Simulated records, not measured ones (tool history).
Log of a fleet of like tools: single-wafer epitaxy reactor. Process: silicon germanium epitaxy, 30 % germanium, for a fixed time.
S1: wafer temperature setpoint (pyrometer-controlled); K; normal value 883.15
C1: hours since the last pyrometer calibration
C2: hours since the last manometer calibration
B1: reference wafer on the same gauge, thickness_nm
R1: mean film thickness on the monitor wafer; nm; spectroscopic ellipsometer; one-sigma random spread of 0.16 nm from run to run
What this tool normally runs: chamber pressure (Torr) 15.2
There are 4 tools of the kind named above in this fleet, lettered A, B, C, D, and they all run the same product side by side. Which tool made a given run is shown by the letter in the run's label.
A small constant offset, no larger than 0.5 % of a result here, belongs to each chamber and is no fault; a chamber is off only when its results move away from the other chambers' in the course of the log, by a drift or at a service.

run 1B hour=5.7 | S1=883.15 chamber_pressure_(Torr)=15.2 | C1=251.9 C2=1713.7 | B1=73.517 | R1=63.180
run 2D hour=13.4 | S1=883.15 chamber_pressure_(Torr)=15.2 | C1=848.0 C2=1769.7 | B1=73.520 | R1=63.179
run 3A hour=21.3 | S1=883.15 chamber_pressure_(Torr)=15.2 | C1=440.9 C2=1555.9 | B1=73.489 | R1=62.739
run 4C hour=29.3 | S1=883.15 chamber_pressure_(Torr)=15.2 | C1=1266.3 C2=60.9 | B1=73.474 | R1=63.273
run 5D hour=37.7 | S1=883.15 chamber_pressure_(Torr)=15.2 | C1=872.3 C2=1794.0 | B1=73.540 | R1=63.288
run 6A hour=43.3 | S1=883.15 chamber_pressure_(Torr)=15.2 | C1=462.9 C2=1577.9 | B1=73.565 | R1=63.083
run 7B hour=51.7 | S1=883.15 chamber_pressure_(Torr)=15.2 | C1=297.9 C2=1759.7 | B1=73.476 | R1=63.022
run 8C hour=59.2 | S1=883.15 chamber_pressure_(Torr)=15.2 | C1=1296.2 C2=90.8 | B1=73.513 | R1=63.353
run 9C hour=70.8 | S1=883.15 chamber_pressure_(Torr)=15.2 | C1=1307.8 C2=102.4 | B1=73.525 | R1=63.358
run 10B hour=79.4 | S1=883.15 chamber_pressure_(Torr)=15.2 | C1=325.6 C2=1787.4 | B1=73.523 | R1=63.173
run 11A hour=87.2 | S1=883.15 chamber_pressure_(Torr)=15.2 | C1=506.8 C2=1621.8 | B1=73.485 | R1=62.947
run 12D hour=95.9 | S1=883.15 chamber_pressure_(Torr)=15.2 | C1=930.5 C2=1852.2 | B1=73.525 | R1=63.154
run 13A hour=106.2 | S1=883.15 chamber_pressure_(Torr)=15.2 | C1=525.8 C2=1640.8 | B1=73.507 | R1=62.908
run 14C hour=111.6 | S1=883.15 chamber_pressure_(Torr)=15.2 | C1=1348.6 C2=143.2 | B1=73.513 | R1=63.100
-- hour=113.3 chamber D: capacitance manometer re-zeroed and calibrated
run 15D hour=118.2 | S1=883.15 chamber_pressure_(Torr)=15.2 | C1=952.8 C2=4.9 | B1=73.476 | R1=61.300
run 16B hour=123.5 | S1=883.15 chamber_pressure_(Torr)=15.2 | C1=369.7 C2=1831.5 | B1=73.476 | R1=63.172
run 17C hour=135.4 | S1=883.15 chamber_pressure_(Torr)=18.8 | C1=1372.4 C2=167.0 | B1=73.514 | R1=68.645
run 18A hour=142.3 | S1=883.15 chamber_pressure_(Torr)=18.8 | C1=561.9 C2=1676.9 | B1=73.572 | R1=68.594
run 19B hour=148.8 | S1=883.15 chamber_pressure_(Torr)=18.8 | C1=395.0 C2=1856.8 | B1=73.500 | R1=68.589
run 20D hour=157.3 | S1=883.15 chamber_pressure_(Torr)=18.8 | C1=991.9 C2=44.0 | B1=73.520 | R1=66.627
run 21D hour=163.3 | S1=883.15 chamber_pressure_(Torr)=15.2 | C1=997.9 C2=50.0 | B1=73.439 | R1=61.308
run 22B hour=173.3 | S1=883.15 chamber_pressure_(Torr)=15.2 | C1=419.5 C2=1881.3 | B1=73.481 | R1=63.209
run 23C hour=178.8 | S1=883.15 chamber_pressure_(Torr)=15.2 | C1=1415.8 C2=210.4 | B1=73.499 | R1=63.160
run 24A hour=189.0 | S1=883.15 chamber_pressure_(Torr)=15.2 | C1=608.6 C2=1723.6 | B1=73.512 | R1=63.304
run 25A hour=196.9 | S1=883.15 chamber_pressure_(Torr)=15.2 | C1=616.5 C2=1731.5 | B1=73.518 | R1=62.724
run 26B hour=206.6 | S1=883.15 chamber_pressure_(Torr)=15.2 | C1=452.8 C2=1914.6 | B1=73.495 | R1=63.062
run 27D hour=215.2 | S1=883.15 chamber_pressure_(Torr)=15.2 | C1=1049.8 C2=101.9 | B1=73.527 | R1=61.186
run 28C hour=226.4 | S1=894.15 chamber_pressure_(Torr)=13.3 | C1=1463.4 C2=258.0 | B1=73.474 | R1=72.198
run 29D hour=231.9 | S1=894.15 chamber_pressure_(Torr)=13.3 | C1=1066.5 C2=118.6 | B1=73.509 | R1=70.516
run 30B hour=238.4 | S1=894.15 chamber_pressure_(Torr)=13.3 | C1=484.6 C2=1946.4 | B1=73.480 | R1=72.838
run 31C hour=249.5 | S1=894.15 chamber_pressure_(Torr)=13.3 | C1=1486.5 C2=281.1 | B1=73.501 | R1=72.705
run 32A hour=256.6 | S1=874.15 chamber_pressure_(Torr)=15.2 | C1=676.2 C2=1791.2 | B1=73.500 | R1=53.246
run 33A hour=264.2 | S1=874.15 chamber_pressure_(Torr)=15.2 | C1=683.8 C2=1798.8 | B1=73.518 | R1=53.163
run 34C hour=275.8 | S1=874.15 chamber_pressure_(Torr)=15.2 | C1=1512.8 C2=307.4 | B1=73.517 | R1=53.631
run 35D hour=285.0 | S1=874.15 chamber_pressure_(Torr)=15.2 | C1=1119.6 C2=171.7 | B1=73.491 | R1=51.874
run 36B hour=296.7 | S1=883.15 chamber_pressure_(Torr)=15.2 | C1=542.9 C2=2004.7 | B1=73.488 | R1=63.041
run 37D hour=307.6 | S1=883.15 chamber_pressure_(Torr)=15.2 | C1=1142.2 C2=194.3 | B1=73.481 | R1=61.338
run 38B hour=313.1 | S1=883.15 chamber_pressure_(Torr)=15.2 | C1=559.3 C2=2021.1 | B1=73.506 | R1=63.279
run 39C hour=322.5 | S1=869.15 chamber_pressure_(Torr)=18.6 | C1=1559.5 C2=354.1 | B1=73.519 | R1=53.106
run 40A hour=332.3 | S1=869.15 chamber_pressure_(Torr)=18.6 | C1=751.9 C2=1866.9 | B1=73.539 | R1=52.688
run 41D hour=340.5 | S1=869.15 chamber_pressure_(Torr)=18.6 | C1=1175.1 C2=227.2 | B1=73.498 | R1=51.711
run 42C hour=346.1 | S1=869.15 chamber_pressure_(Torr)=18.6 | C1=1583.1 C2=377.7 | B1=73.517 | R1=53.035
run 43A hour=353.2 | S1=883.15 chamber_pressure_(Torr)=15.2 | C1=772.8 C2=1887.8 | B1=73.495 | R1=63.244

Next, every chamber runs the same settings. What will each give?
run 44A hour=361.9 | S1=883.15 chamber_pressure_(Torr)=15.2 | R1=?
run 44B hour=361.9 | S1=883.15 chamber_pressure_(Torr)=15.2 | R1=?
run 44C hour=361.9 | S1=883.15 chamber_pressure_(Torr)=15.2 | R1=?
run 44D hour=361.9 | S1=883.15 chamber_pressure_(Torr)=15.2 | R1=?

run=44A R1=62.883
run=44B R1=62.973
run=44C R1=63.197
run=44D R1=61.214
